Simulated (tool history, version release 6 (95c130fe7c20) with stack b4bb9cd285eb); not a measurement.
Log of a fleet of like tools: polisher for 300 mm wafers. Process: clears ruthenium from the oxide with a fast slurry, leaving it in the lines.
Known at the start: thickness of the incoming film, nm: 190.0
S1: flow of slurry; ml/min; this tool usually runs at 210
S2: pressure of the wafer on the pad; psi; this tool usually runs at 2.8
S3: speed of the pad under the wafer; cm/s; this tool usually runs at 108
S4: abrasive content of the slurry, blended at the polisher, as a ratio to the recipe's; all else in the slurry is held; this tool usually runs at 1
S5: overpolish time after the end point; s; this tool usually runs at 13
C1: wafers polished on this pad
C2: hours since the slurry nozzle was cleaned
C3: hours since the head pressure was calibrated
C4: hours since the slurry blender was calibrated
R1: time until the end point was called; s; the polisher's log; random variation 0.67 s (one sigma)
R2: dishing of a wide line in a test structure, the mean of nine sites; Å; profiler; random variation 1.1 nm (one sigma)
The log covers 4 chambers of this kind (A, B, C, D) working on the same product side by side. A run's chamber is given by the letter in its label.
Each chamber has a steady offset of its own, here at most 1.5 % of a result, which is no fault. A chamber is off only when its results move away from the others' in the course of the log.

run,hour,S1,S2,S3,S4,S5,C1,C2,C3,C4,R1,R2
1B,4.5,210,2.8,108,1,13,639,228.9,561.2,164.1,41.365,483.81
2C,11.8,210,2.8,108,1,13,590,163.2,577,208,42.06,485.58
3A,17.9,210,2.8,108,1,13,524,62.6,947.2,116.6,40.431,494.18
4D,21.9,210,2.8,108,1,13,590,195.2,164.5,73.8,40.375,475.66
# hour 22: chamber D: worn pad replaced by a new one
5C,26,210,2.8,108,1,13,760,177.4,591.2,222.2,40.663,497.84
# hour 26.5: chamber B: slurry blender recalibrated
# hour 30.7: chamber B: worn pad replaced by a new one
6D,33.2,210,2.8,108,1,13,135,206.5,175.8,85.1,41.021,463.01
7A,37.8,210,2.8,108,1,13,762,82.5,967.1,136.5,41.354,478.41
8B,43.8,210,2.8,108,1,13,156,268.2,600.5,17.4,41.408,501.41
9D,50.7,265,2.8,128,1,13,344,224,193.3,102.6,33.987,564.69
10B,56.2,265,2.8,128,1,13,305,280.6,612.9,29.8,33.757,594.3
11A,60.7,265,2.8,128,1,13,1036,105.4,990,159.4,33.693,581.74
12C,65.4,265,2.8,128,1,13,1232,216.8,630.6,261.6,34.77,585.12
# hour 70: chamber C: worn pad replaced by a new one
# hour 71.1: chamber A: worn pad replaced by a new one
# hour 71.2: chamber D: worn pad replaced by a new one
13D,73.2,210,2.8,108,1,13,25,246.5,215.8,125.1,42.408,498.67
# hour 76.8: chamber B: slurry nozzle cleaned
14B,78.3,210,2.8,108,1,13,570,1.5,635,51.9,41.402,498.01
15C,85.6,210,2.8,108,1,13,187,237,650.8,281.8,41.549,478.63
16A,92.9,210,2.8,108,1,13,261,137.6,1022.2,191.6,41.685,493.54
17A,96.7,210,2.8,108,1,13,307,141.4,1026,195.4,40.989,478.5
# hour 97.1: chamber D: slurry nozzle cleaned
# hour 98: chamber B: head pressure recalibrated
18B,102.7,210,2.8,108,1,13,862,25.9,4.8,76.3,40.337,496
19C,107.3,210,2.8,108,1,13,447,258.7,672.5,303.5,42.099,486.04
# hour 109.6: chamber B: worn pad replaced by a new one
# hour 111.2: chamber D: worn pad replaced by a new one
20D,112.6,210,2.8,78,0.8,13,16,15.5,255.2,164.5,66.59,304.47
21D,118.8,210,2.8,78,0.8,13,91,21.7,261.4,170.7,67.288,320.22
22B,124.5,210,2.8,78,0.8,13,178,47.7,26.6,98.1,65.556,317.51
23A,131.3,210,2.8,78,0.8,13,721,176,1060.6,230,64.303,336.66
# hour 135.4: chamber C: slurry blender recalibrated
24C,138.9,210,2.8,108,1,13,826,290.3,704.1,3.6,43.406,483.75
25A,144.8,210,2.8,108,0.7,11,883,189.5,1074.1,243.5,48.668,364.46
26D,149.1,210,2.8,108,0.7,11,454,52,291.7,201,55.289,325.39
# hour 155.1: chamber D: worn pad replaced by a new one
27B,155.7,210,2.8,108,0.7,11,552,78.9,57.8,129.3,51.794,362.81
28C,162.7,210,2.8,108,0.7,11,1111,314.1,727.9,27.4,49.649,356.92
# hour 162.9: chamber C: worn pad replaced by a new one
29A,169,210,2.8,108,1,13,1173,213.7,1098.3,267.7,41.287,478.79
30C,176.6,210,2.2,108,1,13,164,328,741.8,41.3,54.308,397.51
# hour 176.9: chamber B: slurry blender recalibrated
# hour 177.9: chamber A: worn pad replaced by a new one
31B,182.5,210,2.2,108,1,13,873,105.7,84.6,5.7,53.881,367.44
32D,188.3,210,2.2,108,1,13,398,91.2,330.9,240.2,61.902,353.99
# hour 190.3: chamber B: worn pad replaced by a new one
# hour 195.6: chamber D: worn pad replaced by a new one
33A,196,210,2.2,108,1,13,217,240.7,1125.3,294.7,51.371,409.24
# hour 198.1: chamber C: slurry nozzle cleaned
34D,203.8,240,2.8,108,1,6,98,106.7,346.4,255.7,47.349,205.64
35C,208.9,240,2.8,108,1,6,550,10.9,774.1,73.6,40.892,248.86
36B,212.9,240,2.8,108,1,6,270,136.1,115,36.1,41.154,226.47

All chambers now run identical settings, listed one chamber a line with results as question marks. What results will each chamber show?
37A,218.6,210,2.3,108,1,13,,,,,?,?
37B,218.6,210,2.3,108,1,13,,,,,?,?
37C,218.6,210,2.3,108,1,13,,,,,?,?
37D,218.6,210,2.3,108,1,13,,,,,?,?

run,R1,R2
37A,49.635,416.35
37B,48.94,401.6
37C,51.063,404.65
37D,60.358,342.24

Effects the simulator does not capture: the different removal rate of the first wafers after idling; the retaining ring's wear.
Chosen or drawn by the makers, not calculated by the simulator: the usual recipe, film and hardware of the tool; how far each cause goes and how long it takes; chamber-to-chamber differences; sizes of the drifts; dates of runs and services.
